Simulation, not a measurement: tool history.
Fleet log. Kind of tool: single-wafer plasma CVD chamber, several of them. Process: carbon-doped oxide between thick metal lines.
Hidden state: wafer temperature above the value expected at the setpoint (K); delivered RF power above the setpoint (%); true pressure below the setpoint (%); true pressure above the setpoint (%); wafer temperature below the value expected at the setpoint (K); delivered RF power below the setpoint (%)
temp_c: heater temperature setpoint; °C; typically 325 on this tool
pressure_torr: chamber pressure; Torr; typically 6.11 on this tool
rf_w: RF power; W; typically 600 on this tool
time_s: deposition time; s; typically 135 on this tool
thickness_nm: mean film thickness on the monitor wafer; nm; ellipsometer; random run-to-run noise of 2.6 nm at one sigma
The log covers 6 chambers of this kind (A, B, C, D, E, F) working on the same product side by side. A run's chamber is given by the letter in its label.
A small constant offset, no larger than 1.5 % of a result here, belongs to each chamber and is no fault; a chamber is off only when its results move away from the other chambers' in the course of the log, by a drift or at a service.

run,hour,temp_c,pressure_torr,rf_w,time_s,hours since the last thermocouple change,hours since the last RF generator calibration,hours since the last manometer calibration,"read-back reference wafer on the same gauge, thickness_nm",thickness_nm
# hour 4.1: chamber A: thermocouple changed; heater temperature recalibrated
1D,6.5,325,6.11,600,135,773.7,545.8,1724,974.25,838.08
2F,14.8,325,6.11,600,135,384.1,321.6,1859.1,974.01,834.63
3B,21.7,325,6.11,600,135,381.8,521,1036.9,974.26,850.01
# hour 26.5: chamber A: RF generator calibrated
4A,27.1,325,6.11,600,135,23.1,0.6,1149,973.94,850.13
5E,32.9,325,6.11,600,135,178.2,1404.1,48.1,973.44,845.02
6C,37.2,325,6.11,600,135,676.9,918.8,587.2,973.73,840.96
7B,42.6,325,6.11,600,135,402.7,541.9,1057.8,974.28,855.2
8C,46.5,325,6.11,600,135,686.2,928.1,596.5,974.57,840.67
9D,50.1,325,6.11,600,135,817.3,589.4,1767.6,974.83,838.07
10A,56.4,325,6.11,600,135,52.4,29.9,1178.3,974.2,844.09
11E,61.5,325,6.11,600,135,206.8,1432.7,76.7,973.42,842.56
12F,65.9,325,6.11,530,135,435.2,372.7,1910.2,974.4,769.28
13C,71.7,325,6.11,530,135,711.4,953.3,621.7,973.61,779.85
14B,79,325,6.11,530,135,439.1,578.3,1094.2,973.52,787.47
15E,83.5,325,6.11,530,135,228.8,1454.7,98.7,973.97,784.29
16A,89.2,325,6.11,530,135,85.2,62.7,1211.1,974,781.97
17F,96.9,325,6.11,530,135,466.2,403.7,1941.2,973.1,772.27
18D,100.8,325,6.11,600,135,868,640.1,1818.3,973.82,840.24
19A,106.3,325,6.11,600,135,102.3,79.8,1228.2,973.38,848.46
20D,114.4,325,6.11,600,135,881.6,653.7,1831.9,973.95,842.54
21B,122.9,325,6.11,600,135,483,622.2,1138.1,974.8,855.64
22F,128.7,325,6.11,600,135,498,435.5,1973,973.96,827.69
23E,136.4,325,6.11,600,135,281.7,1507.6,151.6,973.73,849.21
24C,142.9,325,6.11,600,135,782.6,1024.5,692.9,973.77,840.18
25D,149.4,325,7.47,600,111,916.6,688.7,1866.9,973.63,704.76
26B,155.8,325,7.47,600,111,515.9,655.1,1171,974.06,712.66
27A,160.6,325,7.47,600,111,156.6,134.1,1282.5,974.34,706.09
28C,167.5,325,7.47,600,111,807.2,1049.1,717.5,973.97,706.16
29E,175.6,325,7.47,600,111,320.9,1546.8,190.8,974.52,710.43
30F,181.9,325,7.47,600,111,551.2,488.7,2026.2,973.93,697.47
31B,187.9,325,6.11,600,135,548,687.2,1203.1,973.47,851.98
32F,192.6,325,6.11,600,135,561.9,499.4,2036.9,974.53,831.86
33E,200.8,325,6.11,600,135,346.1,1572,216,974.14,846.87
34A,209.2,325,6.11,600,135,205.2,182.7,1331.1,973.16,849.34
35D,213.5,325,6.11,600,135,980.7,752.8,1931,973.92,849.14
36C,219,325,6.11,600,135,858.7,1100.6,769,973.76,838.11
37E,223.2,325,6.11,600,135,368.5,1594.4,238.4,974.54,845.83
38C,231.2,325,6.56,600,135,870.9,1112.8,781.2,974.45,847.61
39B,238.1,325,6.56,600,135,598.2,737.4,1253.3,974.58,859.57
40D,242.8,325,6.56,600,135,1010,782.1,1960.3,974.68,862.48

All 6 chambers run these settings next. Forecast each chamber's results:
41A,248.9,313,6.11,600,135,,,,,?
41B,248.9,313,6.11,600,135,,,,,?
41C,248.9,313,6.11,600,135,,,,,?
41D,248.9,313,6.11,600,135,,,,,?
41E,248.9,313,6.11,600,135,,,,,?
41F,248.9,313,6.11,600,135,,,,,?

run,thickness_nm
41A,882.77
41B,888.1
41C,879.66
41D,901.82
41E,883.32
41F,868.53
